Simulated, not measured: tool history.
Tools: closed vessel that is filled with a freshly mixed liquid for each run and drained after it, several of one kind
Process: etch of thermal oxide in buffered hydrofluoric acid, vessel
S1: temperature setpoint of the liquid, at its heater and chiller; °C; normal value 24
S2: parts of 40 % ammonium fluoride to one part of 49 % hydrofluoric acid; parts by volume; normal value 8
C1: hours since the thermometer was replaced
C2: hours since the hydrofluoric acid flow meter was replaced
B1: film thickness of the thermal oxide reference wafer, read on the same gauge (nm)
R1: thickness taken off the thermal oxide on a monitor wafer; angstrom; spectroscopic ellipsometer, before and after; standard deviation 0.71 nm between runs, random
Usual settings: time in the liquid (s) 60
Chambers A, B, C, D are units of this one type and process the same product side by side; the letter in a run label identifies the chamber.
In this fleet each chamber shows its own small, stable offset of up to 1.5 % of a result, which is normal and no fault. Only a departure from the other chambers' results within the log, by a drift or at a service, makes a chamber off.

{"run": "1A", "day": 0.5, "S1": 24, "S2": 8, "time in the liquid (s)": 60, "C1": 570.8, "C2": 713.1, "B1": 100.02, "R1": 866.1}
{"run": "2D", "day": 0.967, "S1": 24, "S2": 8, "time in the liquid (s)": 60, "C1": 1949.4, "C2": 789.4, "B1": 99.993, "R1": 869.1}
{"run": "3C", "day": 1.275, "S1": 24, "S2": 8, "time in the liquid (s)": 60, "C1": 686.1, "C2": 1455.6, "B1": 99.997, "R1": 893.5}
{"run": "4B", "day": 1.767, "S1": 24, "S2": 8, "time in the liquid (s)": 60, "C1": 279.3, "C2": 655.6, "B1": 99.997, "R1": 864.25}
{"run": "5A", "day": 2.2, "S1": 24, "S2": 8, "time in the liquid (s)": 60, "C1": 611.6, "C2": 753.9, "B1": 99.983, "R1": 880.65}
{"run": "6C", "day": 2.629, "S1": 24, "S2": 8, "time in the liquid (s)": 60, "C1": 718.6, "C2": 1488.1, "B1": 99.984, "R1": 885.25}
{"run": "7B", "day": 2.904, "S1": 24, "S2": 8, "time in the liquid (s)": 60, "C1": 306.6, "C2": 682.9, "B1": 99.977, "R1": 865.15}
{"run": "8D", "day": 3.367, "S1": 24, "S2": 8, "time in the liquid (s)": 60, "C1": 2007, "C2": 847, "B1": 99.993, "R1": 870.83}
{"run": "9B", "day": 3.904, "S1": 24, "S2": 8, "time in the liquid (s)": 60, "C1": 330.6, "C2": 706.9, "B1": 99.987, "R1": 872.42}
{"run": "10C", "day": 4.275, "S1": 24, "S2": 8, "time in the liquid (s)": 60, "C1": 758.1, "C2": 1527.6, "B1": 99.995, "R1": 886.08}
{"run": "11D", "day": 4.617, "S1": 24, "S2": 7, "time in the liquid (s)": 30, "C1": 2037, "C2": 877, "B1": 99.996, "R1": 500.19}
{"run": "12A", "day": 5.004, "S1": 24, "S2": 7, "time in the liquid (s)": 30, "C1": 678.9, "C2": 821.2, "B1": 100.01, "R1": 504.97}
{"run": "13B", "day": 5.438, "S1": 24, "S2": 7, "time in the liquid (s)": 30, "C1": 367.4, "C2": 743.7, "B1": 100, "R1": 500.7}
{"run": "14A", "day": 5.983, "S1": 24, "S2": 7, "time in the liquid (s)": 30, "C1": 702.4, "C2": 844.7, "B1": 100.03, "R1": 510.56}
{"run": "15D", "day": 6.446, "S1": 24, "S2": 8, "time in the liquid (s)": 60, "C1": 2080.9, "C2": 920.9, "B1": 99.994, "R1": 877.46}
{"run": "16C", "day": 6.996, "S1": 24, "S2": 8, "time in the liquid (s)": 60, "C1": 823.4, "C2": 1592.9, "B1": 100, "R1": 878.63}
{"run": "17C", "day": 7.258, "S1": 24, "S2": 8, "time in the liquid (s)": 60, "C1": 829.7, "C2": 1599.2, "B1": 100.01, "R1": 889.89}
{"run": "18A", "day": 7.521, "S1": 24, "S2": 8, "time in the liquid (s)": 60, "C1": 739.3, "C2": 881.6, "B1": 100.04, "R1": 916.21}
{"run": "19D", "day": 7.788, "S1": 24, "S2": 8, "time in the liquid (s)": 60, "C1": 2113.1, "C2": 953.1, "B1": 99.978, "R1": 875.38}
{"run": "20B", "day": 8.196, "S1": 24, "S2": 8, "time in the liquid (s)": 60, "C1": 433.6, "C2": 809.9, "B1": 99.988, "R1": 870.89}
{"run": "21C", "day": 8.521, "S1": 19, "S2": 8, "time in the liquid (s)": 40, "C1": 860, "C2": 1629.5, "B1": 99.992, "R1": 451.2}
{"run": "22A", "day": 8.975, "S1": 19, "S2": 8, "time in the liquid (s)": 40, "C1": 774.2, "C2": 916.5, "B1": 100.01, "R1": 468.11}
{"run": "23B", "day": 9.3, "S1": 19, "S2": 8, "time in the liquid (s)": 40, "C1": 460.1, "C2": 836.4, "B1": 99.996, "R1": 440.29}
{"run": "24D", "day": 9.783, "S1": 19, "S2": 8, "time in the liquid (s)": 40, "C1": 2161, "C2": 1001, "B1": 100.01, "R1": 439.01}
{"run": "25D", "day": 10.288, "S1": 24, "S2": 8, "time in the liquid (s)": 60, "C1": 2173.1, "C2": 1013.1, "B1": 100.01, "R1": 881.19}
{"run": "26B", "day": 10.596, "S1": 24, "S2": 8, "time in the liquid (s)": 60, "C1": 491.2, "C2": 867.5, "B1": 99.989, "R1": 867.74}
{"day": 10.829, "done": "chamber B: hydrofluoric acid flow meter replaced"}
{"run": "27C", "day": 11.038, "S1": 24, "S2": 8, "time in the liquid (s)": 60, "C1": 920.4, "C2": 1689.9, "B1": 99.988, "R1": 881.61}
{"run": "28A", "day": 11.554, "S1": 24, "S2": 8, "time in the liquid (s)": 60, "C1": 836.1, "C2": 978.4, "B1": 99.991, "R1": 951.74}
{"run": "29B", "day": 11.8, "S1": 24, "S2": 8, "time in the liquid (s)": 60, "C1": 520.1, "C2": 23.3, "B1": 99.996, "R1": 870.54}
{"run": "30A", "day": 12.067, "S1": 24, "S2": 8, "time in the liquid (s)": 60, "C1": 848.4, "C2": 990.7, "B1": 99.999, "R1": 968.27}
{"run": "31D", "day": 12.412, "S1": 22, "S2": 8, "time in the liquid (s)": 60, "C1": 2224.1, "C2": 1064.1, "B1": 99.985, "R1": 791.62}
{"run": "32C", "day": 12.783, "S1": 22, "S2": 8, "time in the liquid (s)": 60, "C1": 962.3, "C2": 1731.8, "B1": 100.01, "R1": 804.83}
{"run": "33A", "day": 13.292, "S1": 22, "S2": 8, "time in the liquid (s)": 60, "C1": 877.8, "C2": 1020.1, "B1": 99.989, "R1": 867.7}

Next, all 4 chambers run the settings below, one line each with question marks for the results. What does each chamber give?
{"run": "34A", "day": 13.696, "S1": 27.5, "S2": 8, "time in the liquid (s)": 60, "R1": "?"}
{"run": "34B", "day": 13.696, "S1": 27.5, "S2": 8, "time in the liquid (s)": 60, "R1": "?"}
{"run": "34C", "day": 13.696, "S1": 27.5, "S2": 8, "time in the liquid (s)": 60, "R1": "?"}
{"run": "34D", "day": 13.696, "S1": 27.5, "S2": 8, "time in the liquid (s)": 60, "R1": "?"}

run=34A R1=1181.2
run=34B R1=1064
run=34C R1=1075.9
run=34D R1=1046.7
